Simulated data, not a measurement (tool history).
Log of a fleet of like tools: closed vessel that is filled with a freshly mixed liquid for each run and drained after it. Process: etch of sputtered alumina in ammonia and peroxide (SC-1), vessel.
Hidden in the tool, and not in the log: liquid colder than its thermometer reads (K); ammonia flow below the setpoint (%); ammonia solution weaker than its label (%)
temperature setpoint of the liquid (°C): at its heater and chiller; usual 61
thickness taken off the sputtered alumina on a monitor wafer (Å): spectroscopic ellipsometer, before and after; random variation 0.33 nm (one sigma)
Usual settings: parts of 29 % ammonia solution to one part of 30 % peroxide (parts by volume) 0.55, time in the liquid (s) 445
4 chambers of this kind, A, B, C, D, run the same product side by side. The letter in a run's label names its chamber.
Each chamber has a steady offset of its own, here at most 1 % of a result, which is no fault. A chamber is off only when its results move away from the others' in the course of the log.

| run | hour | temperature setpoint of the liquid (°C) | parts of 29 % ammonia solution to one part of 30 % peroxide (parts by volume) | time in the liquid (s) | hours since the thermometer was replaced | hours since the ammonia flow meter was replaced | hours since the drum of ammonia solution was connected | read-back film thickness of the sputtered alumina reference wafer, read on the same gauge (nm) | thickness taken off the sputtered alumina on a monitor wafer (Å) |
|---|---|---|---|---|---|---|---|---|---|
| 1A | 10.8 | 61 | 0.55 | 445 | 753 | 14.1 | 403.6 | 40.005 | 412.28 |
| 2C | 22.7 | 61 | 0.55 | 445 | 595.3 | 1465.9 | 67.8 | 40.003 | 413.18 |
| 3D | 38.2 | 61 | 0.55 | 445 | 552.9 | 300.1 | 214.3 | 40.011 | 412.67 |
| 4B | 47.9 | 61 | 0.55 | 445 | 1858.2 | 746.7 | 287.3 | 40.045 | 408.34 |
| 5A | 61.7 | 61 | 0.55 | 445 | 803.9 | 65 | 454.5 | 39.987 | 411.6 |
| 6B | 70.8 | 61 | 0.55 | 445 | 1881.1 | 769.6 | 310.2 | 39.994 | 407.31 |
| 7C | 85.6 | 61 | 0.55 | 445 | 658.2 | 1528.8 | 130.7 | 40.001 | 408.61 |
| 8D | 93.3 | 61 | 0.55 | 445 | 608 | 355.2 | 269.4 | 39.977 | 410.33 |
| 9A | 106.7 | 61 | 0.55 | 445 | 848.9 | 110 | 499.5 | 39.989 | 415.7 |
|  | 107.3 | chamber B: thermometer replaced |
| 10D | 121.3 | 61 | 0.55 | 445 | 636 | 383.2 | 297.4 | 39.992 | 412.31 |
| 11C | 136.4 | 61 | 0.55 | 445 | 709 | 1579.6 | 181.5 | 39.989 | 406.64 |
| 12B | 148.1 | 61 | 0.55 | 445 | 40.9 | 846.9 | 387.5 | 39.954 | 412.12 |
| 13A | 156.7 | 61 | 0.55 | 445 | 898.9 | 160 | 549.5 | 39.969 | 419.66 |
| 14B | 164.5 | 61 | 0.55 | 445 | 57.3 | 863.3 | 403.9 | 40.003 | 410.08 |
| 15D | 173.7 | 61 | 0.55 | 445 | 688.4 | 435.6 | 349.8 | 40.02 | 413.34 |
| 16C | 187 | 61 | 0.55 | 445 | 759.6 | 1630.2 | 232.1 | 40.02 | 385.12 |
| 17C | 200.6 | 61 | 0.55 | 445 | 773.2 | 1643.8 | 245.7 | 39.963 | 394.62 |
| 18B | 209.8 | 61 | 0.55 | 445 | 102.6 | 908.6 | 449.2 | 40.011 | 411.51 |
| 19D | 223.9 | 61 | 0.55 | 445 | 738.6 | 485.8 | 400 | 39.996 | 416 |
| 20A | 234.8 | 61 | 0.55 | 445 | 977 | 238.1 | 627.6 | 39.971 | 417.55 |
| 21B | 244.9 | 61 | 0.55 | 445 | 137.7 | 943.7 | 484.3 | 40.035 | 413 |
| 22A | 253.5 | 61 | 0.55 | 445 | 995.7 | 256.8 | 646.3 | 39.987 | 414.54 |
| 23D | 263.3 | 52 | 0.55 | 270 | 778 | 525.2 | 439.4 | 39.988 | 155.91 |
| 24C | 278.5 | 52 | 0.55 | 270 | 851.1 | 1721.7 | 323.6 | 39.997 | 140.86 |
| 25D | 293.7 | 52 | 0.55 | 270 | 808.4 | 555.6 | 469.8 | 39.993 | 155.91 |
| 26B | 306.8 | 52 | 0.55 | 270 | 199.6 | 1005.6 | 546.2 | 40.005 | 154.41 |

All 4 chambers run these settings next. Forecast each chamber's results:
| 27A | 318 | 52.5 | 0.55 | 445 |  |  |  |  | ? |
| 27B | 318 | 52.5 | 0.55 | 445 |  |  |  |  | ? |
| 27C | 318 | 52.5 | 0.55 | 445 |  |  |  |  | ? |
| 27D | 318 | 52.5 | 0.55 | 445 |  |  |  |  | ? |

| run | thickness taken off the sputtered alumina on a monitor wafer (Å) |
|---|---|
| 27A | 266.39 |
| 27B | 260.15 |
| 27C | 235.48 |
| 27D | 266.04 |
